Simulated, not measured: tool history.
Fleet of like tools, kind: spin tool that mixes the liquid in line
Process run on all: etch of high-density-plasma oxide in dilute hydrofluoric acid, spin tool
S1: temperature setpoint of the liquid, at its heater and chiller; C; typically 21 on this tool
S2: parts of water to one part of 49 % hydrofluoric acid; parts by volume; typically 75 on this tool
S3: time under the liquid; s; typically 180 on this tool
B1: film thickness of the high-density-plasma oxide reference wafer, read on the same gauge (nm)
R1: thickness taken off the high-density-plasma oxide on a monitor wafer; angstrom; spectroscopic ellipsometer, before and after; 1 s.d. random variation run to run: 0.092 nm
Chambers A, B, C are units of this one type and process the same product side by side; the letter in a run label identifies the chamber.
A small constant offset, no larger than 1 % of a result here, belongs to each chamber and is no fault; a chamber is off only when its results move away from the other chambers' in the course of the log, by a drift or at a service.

run   hour  S1   S2   S3      B1       R1
 1B   12.3  21   75  180  30.004  113.120
 2C   25.1  21   75  180  30.013  113.550
 3A   35.7  21   75  180  30.027  111.310
 4A   50.3  21   75  180  29.981  112.620
 5B   61.3  21   75  180  30.026  111.920
 6C   76.6  21   75  180  30.004  112.730
 7B   84.9  21   75  180  30.009  112.090
 8A   98.7  21   75  180  30.028  112.240
 9C  113.0  21   75  180  30.010  112.560
10C  123.8  21   75  180  30.021  111.680
11B  139.5  24   75  180  29.978  125.440
12A  147.1  24   75  180  30.006  124.360
13B  163.0  24   75  180  29.985  125.800
     163.2  -- chamber B: hydrofluoric acid flow meter replaced
14A  174.9  21   75  180  30.020  108.720
15C  189.3  21  100  120  30.042   55.386
16A  198.2  21  100  120  29.985   52.874
17B  209.6  21  100  120  29.972   53.938
18C  218.2  21   75  180  29.973  112.370
19C  227.1  21   75  180  29.995  115.000
20A  235.8  17   75  180  30.007   92.061
21B  248.6  17   75  180  29.993   93.201
22A  259.9  17   75  180  29.997   91.271
23B  270.7  21   60  225  29.990  179.720
24C  277.8  21   60  225  29.991  180.110
25C  288.2  21   60  225  30.011  178.770
26B  296.5  21   75  180  29.991  111.690
27A  311.4  21   75  180  29.989  106.580
28A  319.1  21   75  180  30.021  106.510
29B  327.7  21   75  180  29.987  110.700

What goes on in this fleet: one chamber off, a drifting gauge, or nothing beyond the chambers' own small offsets? Name the chamber and the cause, if any.

It is chamber A that slowly wanders off from its peers.
Most likely cause: liquid colder than its thermometer reads (K) = 1.29.
From this log alone, it may not be told apart from: hydrofluoric acid flow below the setpoint (%).

Below are 4 candidate recipes for chamber A's next run, each the usual settings with a change, their results shown as question marks. Which of them brings A's results back in line with what the other chambers give on the usual settings?
Allowed miss from the other chambers' usual-settings mean, per result, to count as in line: R1 3.200 angstrom
30A-1  339.2  21.0  70  190       ?
30A-2  339.2  22.5  75  180       ?
30A-3  339.2  19.5  75  180       ?
30A-4  339.2  21.0  75  160       ?

Other chambers, usual settings, mean: R1 112.160 angstrom
  run       R1
30A-1  120.040
30A-2  112.380
30A-3   99.245
30A-4   93.892
30A-2 is the one that brings the chamber's results back in line with the other chambers.
